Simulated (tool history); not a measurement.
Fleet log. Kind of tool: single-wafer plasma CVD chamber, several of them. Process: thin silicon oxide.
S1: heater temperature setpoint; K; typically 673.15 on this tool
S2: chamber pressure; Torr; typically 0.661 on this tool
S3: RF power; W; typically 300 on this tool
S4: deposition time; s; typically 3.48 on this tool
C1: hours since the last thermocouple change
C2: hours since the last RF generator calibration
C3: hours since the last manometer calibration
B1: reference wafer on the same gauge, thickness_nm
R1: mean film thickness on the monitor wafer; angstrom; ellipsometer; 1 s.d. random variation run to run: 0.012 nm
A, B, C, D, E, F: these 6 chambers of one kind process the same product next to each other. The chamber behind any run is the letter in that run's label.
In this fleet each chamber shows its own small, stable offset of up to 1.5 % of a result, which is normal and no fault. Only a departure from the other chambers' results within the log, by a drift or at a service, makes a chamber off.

Run 1D, hour 9.8: usual settings; C1 1475.4; C2 1502.3; C3 1095.5; B1 4.8619. Result: R1 52.950 angstrom.
Run 2B, hour 20.5: usual settings; C1 176.8; C2 1170.0; C3 574.0; B1 4.8586. Result: R1 52.760 angstrom.
Run 3A, hour 31.7: usual settings; C1 688.0; C2 802.9; C3 993.9; B1 4.8602. Result: R1 53.022 angstrom.
Run 4E, hour 41.5: usual settings; C1 829.9; C2 1064.3; C3 1508.8; B1 4.8613. Result: R1 53.178 angstrom.
Run 5C, hour 51.2: usual settings; C1 2288.1; C2 624.1; C3 841.9; B1 4.8615. Result: R1 52.960 angstrom.
Run 6F, hour 60.6: usual settings; C1 774.8; C2 1028.0; C3 113.7; B1 4.8570. Result: R1 52.645 angstrom.
Run 7A, hour 71.0: usual settings; C1 727.3; C2 842.2; C3 1033.2; B1 4.8576. Result: R1 52.995 angstrom.
Run 8C, hour 77.9: usual settings; C1 2314.8; C2 650.8; C3 868.6; B1 4.8615. Result: R1 52.982 angstrom.
Run 9F, hour 84.4: usual settings; C1 798.6; C2 1051.8; C3 137.5; B1 4.8627. Result: R1 52.239 angstrom.
Run 10B, hour 94.1: usual settings; C1 250.4; C2 1243.6; C3 647.6; B1 4.8590. Result: R1 52.552 angstrom.
Run 11E, hour 100.1: usual settings but S2 0.516 Torr; C1 888.5; C2 1122.9; C3 1567.4; B1 4.8598. Result: R1 40.829 angstrom.
Run 12D, hour 107.5: usual settings but S2 0.516 Torr; C1 1573.1; C2 1600.0; C3 1193.2; B1 4.8606. Result: R1 40.457 angstrom.
At hour 114.7: chamber D: thermocouple changed; heater temperature recalibrated.
Run 13E, hour 117.9: usual settings but S2 0.516 Torr; C1 906.3; C2 1140.7; C3 1585.2; B1 4.8609. Result: R1 40.736 angstrom.
Run 14A, hour 123.1: usual settings but S2 0.516 Torr; C1 779.4; C2 894.3; C3 1085.3; B1 4.8599. Result: R1 40.096 angstrom.
Run 15D, hour 130.7: usual settings but S2 0.516 Torr; C1 16.1; C2 1623.2; C3 1216.4; B1 4.8623. Result: R1 40.562 angstrom.
Run 16C, hour 142.3: usual settings but S2 0.516 Torr; C1 2379.2; C2 715.2; C3 933.0; B1 4.8584. Result: R1 40.016 angstrom.
Run 17B, hour 147.9: usual settings; C1 304.2; C2 1297.4; C3 701.4; B1 4.8610. Result: R1 52.637 angstrom.
Run 18F, hour 153.2: usual settings; C1 867.4; C2 1120.6; C3 206.3; B1 4.8609. Result: R1 52.459 angstrom.
Run 19F, hour 163.0: usual settings; C1 877.2; C2 1130.4; C3 216.1; B1 4.8634. Result: R1 52.315 angstrom.
Run 20C, hour 174.6: usual settings; C1 2411.5; C2 747.5; C3 965.3; B1 4.8612. Result: R1 52.963 angstrom.
Run 21D, hour 183.7: usual settings but S2 0.507 Torr, S3 335 W; C1 69.1; C2 1676.2; C3 1269.4; B1 4.8613. Result: R1 41.288 angstrom.
Run 22E, hour 194.2: usual settings but S2 0.507 Torr, S3 335 W; C1 982.6; C2 1217.0; C3 1661.5; B1 4.8613. Result: R1 41.819 angstrom.
Run 23A, hour 199.3: usual settings but S2 0.507 Torr, S3 335 W; C1 855.6; C2 970.5; C3 1161.5; B1 4.8637. Result: R1 40.683 angstrom.
Run 24B, hour 207.2: usual settings but S2 0.507 Torr, S3 335 W; C1 363.5; C2 1356.7; C3 760.7; B1 4.8617. Result: R1 41.310 angstrom.
Run 25C, hour 214.0: usual settings but S2 0.507 Torr, S3 335 W; C1 2450.9; C2 786.9; C3 1004.7; B1 4.8570. Result: R1 40.917 angstrom.
Run 26A, hour 224.5: usual settings but S2 0.507 Torr, S3 335 W; C1 880.8; C2 995.7; C3 1186.7; B1 4.8603. Result: R1 40.478 angstrom.
Run 27D, hour 234.5: usual settings; C1 119.9; C2 1727.0; C3 1320.2; B1 4.8612. Result: R1 53.054 angstrom.
Run 28F, hour 240.9: usual settings; C1 955.1; C2 1208.3; C3 294.0; B1 4.8603. Result: R1 52.388 angstrom.
Run 29B, hour 251.4: usual settings; C1 407.7; C2 1400.9; C3 804.9; B1 4.8596. Result: R1 52.782 angstrom.
Run 30E, hour 262.7: usual settings; C1 1051.1; C2 1285.5; C3 1730.0; B1 4.8598. Result: R1 53.300 angstrom.
Run 31C, hour 274.1: usual settings but S3 350 W; C1 2511.0; C2 847.0; C3 1064.8; B1 4.8625. Result: R1 56.231 angstrom.
At hour 282.0: chamber E: RF generator calibrated.
Run 32E, hour 283.6: usual settings but S3 350 W; C1 1072.0; C2 1.6; C3 1750.9; B1 4.8595. Result: R1 56.730 angstrom.
Run 33B, hour 289.7: usual settings but S3 350 W; C1 446.0; C2 1439.2; C3 843.2; B1 4.8616. Result: R1 55.899 angstrom.
Run 34A, hour 295.1: usual settings but S3 350 W; C1 951.4; C2 1066.3; C3 1257.3; B1 4.8642. Result: R1 55.200 angstrom.
Run 35D, hour 301.2: usual settings but S3 350 W; C1 186.6; C2 1793.7; C3 1386.9; B1 4.8587. Result: R1 56.175 angstrom.
Run 36F, hour 309.8: usual settings but S3 350 W; C1 1024.0; C2 1277.2; C3 362.9; B1 4.8601. Result: R1 55.766 angstrom.
Run 37F, hour 317.7: usual settings; C1 1031.9; C2 1285.1; C3 370.8; B1 4.8593. Result: R1 52.672 angstrom.
Run 38B, hour 327.2: usual settings; C1 483.5; C2 1476.7; C3 880.7; B1 4.8594. Result: R1 52.679 angstrom.

What goes on in this fleet: one chamber off, a drifting gauge, or nothing beyond the chambers' own small offsets? Name the chamber and the cause, if any.

It is chamber A that slowly wanders off from its peers.
Most likely cause: delivered RF power below the setpoint (%) = 6.17.
It could be hard to tell apart here from: true pressure below the setpoint (%).

Below are 4 candidate recipes for chamber A's next run, each the usual settings with a change, their results shown as question marks. Which of them brings A's results back in line with what the other chambers give on the usual settings?
In line here means within this much of the mean the other chambers give on the usual settings: R1 0.420 angstrom
Run 39A-1, hour 335.6: usual settings but S2 0.674 Torr. Result: R1 ?.
Run 39A-2, hour 335.6: usual settings but S4 3.30 s. Result: R1 ?.
Run 39A-3, hour 335.6: usual settings but S2 0.652 Torr, S4 3.45 s. Result: R1 ?.
Run 39A-4, hour 335.6: usual settings but S1 672.15 K, S3 340 W. Result: R1 ?.

Other chambers, usual settings, mean: R1 52.885 angstrom
  run      R1
39A-1  52.669
39A-2  48.895
39A-3  50.353
39A-4  54.236
39A-1 brings the chamber back in line.

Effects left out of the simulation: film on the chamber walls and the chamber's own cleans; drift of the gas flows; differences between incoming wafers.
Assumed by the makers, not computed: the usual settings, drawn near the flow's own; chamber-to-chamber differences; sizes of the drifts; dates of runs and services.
